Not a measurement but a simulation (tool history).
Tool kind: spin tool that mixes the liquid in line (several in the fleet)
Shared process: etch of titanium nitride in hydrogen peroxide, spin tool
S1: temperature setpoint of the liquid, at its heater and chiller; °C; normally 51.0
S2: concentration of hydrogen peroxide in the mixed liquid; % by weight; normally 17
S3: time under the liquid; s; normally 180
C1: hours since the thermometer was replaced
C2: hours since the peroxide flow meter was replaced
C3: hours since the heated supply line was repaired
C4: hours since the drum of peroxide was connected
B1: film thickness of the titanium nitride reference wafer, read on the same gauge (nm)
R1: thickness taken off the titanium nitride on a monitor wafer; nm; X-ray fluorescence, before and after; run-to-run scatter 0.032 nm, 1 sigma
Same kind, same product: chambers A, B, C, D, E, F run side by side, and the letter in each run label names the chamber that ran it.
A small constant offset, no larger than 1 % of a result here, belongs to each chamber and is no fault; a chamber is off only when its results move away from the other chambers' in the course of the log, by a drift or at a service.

run	hour	S1	S2	S3	C1	C2	C3	C4	B1	R1
1C	8.8	51.0	17	180	21.5	1266.9	471.0	140.2	110.00	4.5978
2E	19.7	51.0	17	180	1418.4	177.3	2362.6	239.1	109.99	4.6226
3B	26.1	51.0	17	180	468.5	516.7	301.1	632.7	110.01	4.7102
4A	35.5	51.0	17	180	890.7	215.4	997.4	231.0	110.00	4.6074
5D	41.2	51.0	17	180	459.5	317.4	2506.6	289.7	110.01	4.6123
6F	48.6	51.0	17	180	764.5	981.1	688.0	498.3	109.99	4.6183
7B	55.4	44.5	17	180	497.8	546.0	330.4	662.0	110.02	2.9225
8A	68.3	44.5	17	180	923.5	248.2	1030.2	263.8	110.01	2.8964
9C	78.1	44.5	17	180	90.8	1336.2	540.3	209.5	109.98	2.8678
10F	87.8	44.5	17	180	803.7	1020.3	727.2	537.5	110.00	2.8924
11E	94.7	44.5	17	180	1493.4	252.3	2437.6	314.1	109.99	2.9212
12D	107.5	44.5	17	180	525.8	383.7	2572.9	356.0	110.00	2.9106
# hour 107.6: chamber E: new drum of peroxide connected
13E	117.4	51.0	17	180	1516.1	275.0	2460.3	9.9	109.99	4.6602
14F	128.4	51.0	17	285	844.3	1060.9	767.8	578.1	110.00	7.3034
# hour 134.2: chamber D: heated supply line repaired
15A	137.4	51.0	17	285	992.6	317.3	1099.3	332.9	110.01	7.4831
16D	149.2	51.0	17	285	567.5	425.4	15.0	397.7	109.99	7.4302
17C	159.7	51.0	17	285	172.4	1417.8	621.9	291.1	109.99	7.3478
18B	166.0	51.0	17	285	608.4	656.6	441.0	772.6	109.99	7.4097
# hour 167.9: chamber F: new drum of peroxide connected
19E	174.1	51.0	17	285	1572.8	331.7	2517.0	66.6	109.99	7.3098
20D	182.7	51.0	17	180	601.0	458.9	48.5	431.2	109.98	4.6463
21A	193.7	51.0	17	180	1048.9	373.6	1155.6	389.2	110.00	4.7578
22B	202.6	51.0	17	180	645.0	693.2	477.6	809.2	110.00	4.6913
23C	212.0	51.0	17	180	224.7	1470.1	674.2	343.4	110.01	4.6062
24F	220.4	51.0	17	180	936.3	1152.9	859.8	52.6	110.00	4.6286
25A	229.3	51.0	17	180	1084.5	409.2	1191.2	424.8	110.00	4.7948
26F	239.8	47.5	17	180	955.7	1172.3	879.2	72.0	109.99	3.5776
27B	247.4	47.5	17	180	689.8	738.0	522.4	854.0	110.01	3.6080
28D	254.5	47.5	17	180	672.8	530.7	120.3	503.0	110.01	3.6125
29C	265.5	47.5	17	180	278.2	1523.6	727.7	396.9	109.99	3.5552
30E	275.9	47.5	17	180	1674.6	433.5	2618.8	168.4	110.01	3.5967
# hour 281.3: chamber F: peroxide flow meter replaced
31B	288.2	47.5	17	180	730.6	778.8	563.2	894.8	109.98	3.6448
32C	295.7	51.0	13	260	308.4	1553.8	757.9	427.1	110.00	6.3238
33F	307.1	51.0	13	260	1023.0	25.8	946.5	139.3	109.99	6.3247
# hour 316.3: chamber B: new drum of peroxide connected
34D	317.4	51.0	13	260	735.7	593.6	183.2	565.9	110.00	6.3845
35E	325.9	51.0	13	260	1724.6	483.5	2668.8	218.4	110.00	6.3522
# hour 332.7: chamber A: new drum of peroxide connected
# hour 338.0: chamber A: heated supply line repaired
36A	338.0	51.0	13	260	1193.2	517.9	0.0	5.4	110.00	6.7859
37B	344.3	51.0	13	260	786.7	834.9	619.3	28.1	110.00	6.3806
38A	351.3	51.0	17	180	1206.5	531.2	13.3	18.7	110.00	4.9500

One chamber off, gauge drift, or nothing amiss beyond the chambers' own small offsets? If it is a chamber, which one, and what is the likeliest cause?

It is chamber A that slowly wanders off from its peers.
What lies behind it: liquid hotter than its thermometer reads (K) = 0.891.

Below are 4 candidate recipes for chamber A's next run, each the usual settings with a change, their results shown as question marks. Which of them brings A's results back in line with what the other chambers give on the usual settings?
In-line tolerance around the mean of the other chambers on the usual settings: R1 0.1100 nm
39A-1	360.8	49.5	17	180						?
39A-2	360.8	52.5	17	180						?
39A-3	360.8	50.0	17	180						?
39A-4	360.8	51.0	17	190						?

Other chambers, usual settings, mean: R1 4.6426 nm
run	R1
39A-1	4.4499
39A-2	5.4970
39A-3	4.6128
39A-4	5.2231
With 39A-3, the chamber falls back in line with the rest.

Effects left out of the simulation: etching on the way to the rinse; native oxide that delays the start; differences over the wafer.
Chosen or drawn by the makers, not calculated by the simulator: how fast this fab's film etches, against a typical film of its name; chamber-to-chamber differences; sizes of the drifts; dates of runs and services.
